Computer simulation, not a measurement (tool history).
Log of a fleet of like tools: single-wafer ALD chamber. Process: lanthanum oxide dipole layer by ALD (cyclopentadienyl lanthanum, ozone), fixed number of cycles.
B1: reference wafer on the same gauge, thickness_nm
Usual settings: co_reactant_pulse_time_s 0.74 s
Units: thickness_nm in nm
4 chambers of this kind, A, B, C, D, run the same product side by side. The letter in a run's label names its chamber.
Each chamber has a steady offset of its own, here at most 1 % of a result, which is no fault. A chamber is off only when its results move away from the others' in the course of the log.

Run 1C, hour 15.7: usual settings; B1 0.52880. Result: thickness_nm 0.44360 nm.
Run 2D, hour 28.1: usual settings; B1 0.52950. Result: thickness_nm 0.44593 nm.
Run 3B, hour 35.9: usual settings; B1 0.52897. Result: thickness_nm 0.44093 nm.
Run 4A, hour 50.6: usual settings; B1 0.52936. Result: thickness_nm 0.44601 nm.
Run 5A, hour 63.4: usual settings; B1 0.52889. Result: thickness_nm 0.44762 nm.
Run 6D, hour 74.2: usual settings; B1 0.52873. Result: thickness_nm 0.44464 nm.
Run 7B, hour 84.6: usual settings; B1 0.52889. Result: thickness_nm 0.44396 nm.
Run 8C, hour 92.2: usual settings; B1 0.52901. Result: thickness_nm 0.44505 nm.
Run 9D, hour 105.0: usual settings; B1 0.52878. Result: thickness_nm 0.44522 nm.
Run 10C, hour 116.3: usual settings; B1 0.52921. Result: thickness_nm 0.44546 nm.
Run 11A, hour 125.8: usual settings but co_reactant_pulse_time_s 0.93 s; B1 0.52904. Result: thickness_nm 0.48902 nm.
Run 12B, hour 135.9: usual settings but co_reactant_pulse_time_s 0.93 s; B1 0.52917. Result: thickness_nm 0.48150 nm.
Run 13D, hour 149.6: usual settings but co_reactant_pulse_time_s 0.93 s; B1 0.52898. Result: thickness_nm 0.49157 nm.
Run 14B, hour 161.8: usual settings but co_reactant_pulse_time_s 0.93 s; B1 0.52896. Result: thickness_nm 0.47728 nm.
Run 15C, hour 172.7: usual settings; B1 0.52909. Result: thickness_nm 0.44674 nm.
Run 16A, hour 181.0: usual settings; B1 0.52964. Result: thickness_nm 0.44892 nm.
Run 17D, hour 188.4: usual settings; B1 0.52885. Result: thickness_nm 0.44399 nm.
Run 18A, hour 199.9: usual settings; B1 0.52928. Result: thickness_nm 0.44923 nm.
Run 19B, hour 213.8: usual settings; B1 0.52926. Result: thickness_nm 0.42966 nm.
At hour 215.4: chamber C: ozone generator serviced.
Run 20C, hour 221.6: usual settings; B1 0.52878. Result: thickness_nm 0.44577 nm.
Run 21D, hour 231.7: usual settings but co_reactant_pulse_time_s 0.92 s; B1 0.52881. Result: thickness_nm 0.48616 nm.
Run 22C, hour 240.7: usual settings but co_reactant_pulse_time_s 0.92 s; B1 0.52900. Result: thickness_nm 0.48186 nm.
Run 23A, hour 251.9: usual settings but co_reactant_pulse_time_s 0.92 s; B1 0.52879. Result: thickness_nm 0.48831 nm.
Run 24B, hour 261.4: usual settings but co_reactant_pulse_time_s 0.92 s; B1 0.52891. Result: thickness_nm 0.46582 nm.
Run 25D, hour 270.6: usual settings; B1 0.52881. Result: thickness_nm 0.44413 nm.
Run 26A, hour 279.4: usual settings; B1 0.52931. Result: thickness_nm 0.44861 nm.

What goes on in this fleet: one chamber off, a drifting gauge, or nothing beyond the chambers' own small offsets? Name the chamber and the cause, if any.

Chamber B drifts away from the others.
Cause: ozone dose below that of a generator just serviced (%) = 11.8.

Here are 4 candidates for chamber B's next run, each the usual settings with a change, their results left as question marks. Which one brings its results back in line with what the others give on the usual settings?
In line means no further than this from the other chambers' mean on the usual settings: thickness_nm 0.00640 nm
Run 27B-1, hour 291.2: usual settings but co_reactant_pulse_time_s 0.60 s. Result: thickness_nm ?.
Run 27B-2, hour 291.2: usual settings but co_reactant_pulse_time_s 0.84 s. Result: thickness_nm ?.
Run 27B-3, hour 291.2: usual settings but co_reactant_pulse_time_s 0.65 s. Result: thickness_nm ?.
Run 27B-4, hour 291.2: usual settings but co_reactant_pulse_time_s 0.96 s. Result: thickness_nm ?.

The other chambers' mean on the usual settings: thickness_nm 0.44670 nm
  run  thickness_nm
27B-1       0.37588
27B-2       0.44477
27B-3       0.39273
27B-4       0.46971
27B-2 brings the chamber back in line.
